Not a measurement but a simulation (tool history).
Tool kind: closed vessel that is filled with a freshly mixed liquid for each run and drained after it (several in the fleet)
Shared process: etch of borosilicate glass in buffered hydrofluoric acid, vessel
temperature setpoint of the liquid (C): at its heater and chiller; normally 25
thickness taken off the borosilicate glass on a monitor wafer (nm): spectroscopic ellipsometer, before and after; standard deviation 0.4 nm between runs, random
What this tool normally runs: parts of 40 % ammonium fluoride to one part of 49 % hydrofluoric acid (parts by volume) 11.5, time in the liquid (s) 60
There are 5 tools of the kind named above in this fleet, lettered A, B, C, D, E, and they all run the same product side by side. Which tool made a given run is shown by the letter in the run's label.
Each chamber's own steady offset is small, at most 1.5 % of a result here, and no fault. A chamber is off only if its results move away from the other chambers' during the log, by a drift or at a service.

| run | hour | temperature setpoint of the liquid (C) | parts of 40 % ammonium fluoride to one part of 49 % hydrofluoric acid (parts by volume) | time in the liquid (s) | read-back film thickness of the borosilicate glass reference wafer, read on the same gauge (nm) | thickness taken off the borosilicate glass on a monitor wafer (nm) |
|---|---|---|---|---|---|---|
| 1A | 2.2 | 25 | 11.5 | 60 | 49.999 | 69.25 |
| 2E | 5.9 | 25 | 11.5 | 60 | 50.035 | 69.022 |
| 3B | 9.9 | 25 | 11.5 | 60 | 49.982 | 67.823 |
| 4C | 12.7 | 25 | 11.5 | 60 | 50.003 | 68.325 |
| 5D | 16.2 | 25 | 11.5 | 60 | 50.027 | 68.432 |
| 6B | 19.2 | 25 | 11.5 | 60 | 50.022 | 68.366 |
|  | 22.8 | chamber C: thermometer replaced |
| 7C | 22.9 | 26.5 | 11.5 | 90 | 49.999 | 109.9 |
| 8A | 26.9 | 26.5 | 11.5 | 90 | 49.978 | 113.38 |
| 9E | 30 | 26.5 | 11.5 | 90 | 49.987 | 112.11 |
| 10D | 33.8 | 26.5 | 11.5 | 90 | 49.995 | 111.09 |
| 11E | 37 | 26.5 | 11.5 | 90 | 49.988 | 112.71 |
| 12B | 39.5 | 25 | 11.5 | 60 | 50.015 | 68.724 |
| 13A | 43.3 | 25 | 11.5 | 60 | 50.009 | 69.522 |
| 14C | 45.4 | 25 | 11.5 | 60 | 49.984 | 67.536 |
| 15D | 48.5 | 25 | 11.5 | 60 | 50.011 | 68.387 |
| 16B | 50.6 | 25 | 11.5 | 60 | 49.998 | 68.528 |
| 17E | 54.7 | 25 | 11.5 | 60 | 49.985 | 68.355 |
| 18D | 57.6 | 25 | 11.5 | 60 | 50.013 | 68.833 |
| 19C | 61.3 | 25 | 11.5 | 60 | 49.997 | 68.104 |
| 20A | 63.9 | 25 | 11.5 | 60 | 49.991 | 70.293 |
| 21B | 67.6 | 25 | 11.5 | 60 | 49.981 | 68.972 |
| 22A | 70.6 | 25 | 11.5 | 60 | 49.999 | 69.261 |
| 23D | 74.2 | 25 | 11.5 | 60 | 49.985 | 68.896 |
| 24C | 76.2 | 25 | 11.5 | 60 | 49.998 | 68.145 |
| 25E | 80.2 | 25 | 11.5 | 60 | 50.002 | 67.97 |
| 26C | 82.6 | 25 | 11.5 | 60 | 50.007 | 67.414 |
| 27B | 85.3 | 25 | 11.5 | 60 | 49.97 | 68.815 |
| 28A | 87.3 | 25 | 11.5 | 60 | 49.98 | 70.033 |
| 29E | 91.2 | 25 | 11.5 | 60 | 49.982 | 68.641 |
| 30D | 93.4 | 25 | 11.5 | 50 | 49.979 | 57.794 |
| 31E | 97.4 | 25 | 11.5 | 50 | 49.984 | 57.346 |
| 32A | 100.1 | 25 | 11.5 | 50 | 49.995 | 57.894 |
| 33B | 103.6 | 25 | 11.5 | 50 | 50.005 | 57.037 |
| 34D | 107.8 | 25 | 11.5 | 50 | 50.011 | 57.304 |
| 35C | 112.2 | 29.5 | 11.5 | 80 | 49.983 | 114.97 |
| 36C | 114.7 | 29.5 | 11.5 | 80 | 49.991 | 114.67 |

Has any chamber moved away from the others, gradually or after a service, or does the common gauge drift, or do the chambers differ only by their own small steady offsets? State the chamber and the most likely cause if one applies.

No chamber is off and the gauge is stable; the differences are just each chamber's small, constant offset.
